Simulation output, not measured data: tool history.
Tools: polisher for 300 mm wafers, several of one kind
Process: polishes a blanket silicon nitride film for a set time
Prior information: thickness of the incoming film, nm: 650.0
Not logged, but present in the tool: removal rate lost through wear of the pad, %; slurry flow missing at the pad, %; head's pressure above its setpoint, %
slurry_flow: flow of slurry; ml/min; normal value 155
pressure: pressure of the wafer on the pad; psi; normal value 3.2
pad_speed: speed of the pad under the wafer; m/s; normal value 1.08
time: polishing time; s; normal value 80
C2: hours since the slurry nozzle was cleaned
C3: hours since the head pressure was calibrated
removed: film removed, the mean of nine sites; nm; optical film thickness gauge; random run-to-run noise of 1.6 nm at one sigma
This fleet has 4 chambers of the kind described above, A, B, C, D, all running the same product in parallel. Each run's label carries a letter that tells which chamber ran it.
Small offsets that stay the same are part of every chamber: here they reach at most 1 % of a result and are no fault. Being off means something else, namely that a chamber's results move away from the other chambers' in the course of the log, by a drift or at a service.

{"run": "1B", "hour": 5.7, "slurry_flow": 155, "pressure": 3.2, "pad_speed": 1.08, "time": 80, "wafers polished on this pad": 174, "C2": 133.2, "C3": 384.2, "removed": 123.78}
{"run": "2A", "hour": 10.8, "slurry_flow": 155, "pressure": 3.2, "pad_speed": 1.08, "time": 80, "wafers polished on this pad": 591, "C2": 142.7, "C3": 199.3, "removed": 126.61}
{"run": "3D", "hour": 16.3, "slurry_flow": 155, "pressure": 3.2, "pad_speed": 1.08, "time": 80, "wafers polished on this pad": 689, "C2": 116.5, "C3": 1170.2, "removed": 124.54}
{"run": "4C", "hour": 21.9, "slurry_flow": 155, "pressure": 3.2, "pad_speed": 1.08, "time": 80, "wafers polished on this pad": 147, "C2": 165.7, "C3": 462.2, "removed": 126.04}
{"run": "5D", "hour": 27.8, "slurry_flow": 155, "pressure": 3.2, "pad_speed": 1.08, "time": 80, "wafers polished on this pad": 756, "C2": 128.0, "C3": 1181.7, "removed": 121.39}
{"run": "6C", "hour": 31.8, "slurry_flow": 155, "pressure": 3.2, "pad_speed": 1.08, "time": 80, "wafers polished on this pad": 204, "C2": 175.6, "C3": 472.1, "removed": 123.46}
{"run": "7A", "hour": 37.1, "slurry_flow": 155, "pressure": 3.2, "pad_speed": 1.08, "time": 80, "wafers polished on this pad": 745, "C2": 169.0, "C3": 225.6, "removed": 126.13}
{"run": "8B", "hour": 41.6, "slurry_flow": 155, "pressure": 3.2, "pad_speed": 1.08, "time": 80, "wafers polished on this pad": 385, "C2": 169.1, "C3": 420.1, "removed": 127.92}
{"run": "9B", "hour": 46.1, "slurry_flow": 155, "pressure": 3.2, "pad_speed": 1.08, "time": 80, "wafers polished on this pad": 411, "C2": 173.6, "C3": 424.6, "removed": 125.75}
{"run": "10C", "hour": 48.7, "slurry_flow": 155, "pressure": 3.2, "pad_speed": 1.08, "time": 80, "wafers polished on this pad": 303, "C2": 192.5, "C3": 489.0, "removed": 122.49}
{"run": "11D", "hour": 54.2, "slurry_flow": 155, "pressure": 3.2, "pad_speed": 1.08, "time": 80, "wafers polished on this pad": 911, "C2": 154.4, "C3": 1208.1, "removed": 121.87}
{"run": "12A", "hour": 58.5, "slurry_flow": 155, "pressure": 4.2, "pad_speed": 1.32, "time": 80, "wafers polished on this pad": 870, "C2": 190.4, "C3": 247.0, "removed": 192.47}
{"run": "13B", "hour": 62.9, "slurry_flow": 155, "pressure": 4.2, "pad_speed": 1.32, "time": 80, "wafers polished on this pad": 509, "C2": 190.4, "C3": 441.4, "removed": 188.94}
{"run": "14A", "hour": 67.9, "slurry_flow": 155, "pressure": 4.2, "pad_speed": 1.32, "time": 80, "wafers polished on this pad": 925, "C2": 199.8, "C3": 256.4, "removed": 188.48}
{"run": "15C", "hour": 72.5, "slurry_flow": 155, "pressure": 4.2, "pad_speed": 1.32, "time": 80, "wafers polished on this pad": 443, "C2": 216.3, "C3": 512.8, "removed": 190.14}
{"run": "16D", "hour": 77.5, "slurry_flow": 155, "pressure": 3.2, "pad_speed": 1.08, "time": 80, "wafers polished on this pad": 1047, "C2": 177.7, "C3": 1231.4, "removed": 119.3}
{"run": "17D", "hour": 81.4, "slurry_flow": 155, "pressure": 3.2, "pad_speed": 1.08, "time": 80, "wafers polished on this pad": 1070, "C2": 181.6, "C3": 1235.3, "removed": 115.96}
{"run": "18C", "hour": 85.6, "slurry_flow": 155, "pressure": 3.2, "pad_speed": 1.08, "time": 80, "wafers polished on this pad": 519, "C2": 229.4, "C3": 525.9, "removed": 122.69}
{"run": "19A", "hour": 90.7, "slurry_flow": 155, "pressure": 3.2, "pad_speed": 1.08, "time": 80, "wafers polished on this pad": 1058, "C2": 222.6, "C3": 279.2, "removed": 126.61}
{"run": "20B", "hour": 95.7, "slurry_flow": 155, "pressure": 3.2, "pad_speed": 1.08, "time": 80, "wafers polished on this pad": 701, "C2": 223.2, "C3": 474.2, "removed": 126.17}
{"run": "21B", "hour": 101.3, "slurry_flow": 155, "pressure": 3.2, "pad_speed": 1.4, "time": 80, "wafers polished on this pad": 734, "C2": 228.8, "C3": 479.8, "removed": 151.65}
{"run": "22D", "hour": 104.2, "slurry_flow": 155, "pressure": 3.2, "pad_speed": 1.4, "time": 80, "wafers polished on this pad": 1203, "C2": 204.4, "C3": 1258.1, "removed": 143.07}
{"run": "23A", "hour": 108.2, "slurry_flow": 155, "pressure": 3.2, "pad_speed": 1.4, "time": 80, "wafers polished on this pad": 1161, "C2": 240.1, "C3": 296.7, "removed": 157.31}
{"run": "24C", "hour": 111.3, "slurry_flow": 155, "pressure": 3.2, "pad_speed": 1.4, "time": 80, "wafers polished on this pad": 670, "C2": 255.1, "C3": 551.6, "removed": 154.1}
{"run": "25C", "hour": 114.5, "slurry_flow": 155, "pressure": 3.2, "pad_speed": 1.08, "time": 80, "wafers polished on this pad": 689, "C2": 258.3, "C3": 554.8, "removed": 123.04}
{"run": "26A", "hour": 118.2, "slurry_flow": 155, "pressure": 3.2, "pad_speed": 1.08, "time": 80, "wafers polished on this pad": 1219, "C2": 250.1, "C3": 306.7, "removed": 126.46}
{"run": "27D", "hour": 123.5, "slurry_flow": 190, "pressure": 2.3, "pad_speed": 1.08, "time": 80, "wafers polished on this pad": 1316, "C2": 223.7, "C3": 1277.4, "removed": 84.344}

Next, all 4 chambers run the settings below, one line each with question marks for the results. What does each chamber give?
{"run": "28A", "hour": 127.7, "slurry_flow": 155, "pressure": 3.2, "pad_speed": 1.08, "time": 80, "removed": "?"}
{"run": "28B", "hour": 127.7, "slurry_flow": 155, "pressure": 3.2, "pad_speed": 1.08, "time": 80, "removed": "?"}
{"run": "28C", "hour": 127.7, "slurry_flow": 155, "pressure": 3.2, "pad_speed": 1.08, "time": 80, "removed": "?"}
{"run": "28D", "hour": 127.7, "slurry_flow": 155, "pressure": 3.2, "pad_speed": 1.08, "time": 80, "removed": "?"}

run=28A removed=129.440
run=28B removed=127.920
run=28C removed=125.330
run=28D removed=110.980

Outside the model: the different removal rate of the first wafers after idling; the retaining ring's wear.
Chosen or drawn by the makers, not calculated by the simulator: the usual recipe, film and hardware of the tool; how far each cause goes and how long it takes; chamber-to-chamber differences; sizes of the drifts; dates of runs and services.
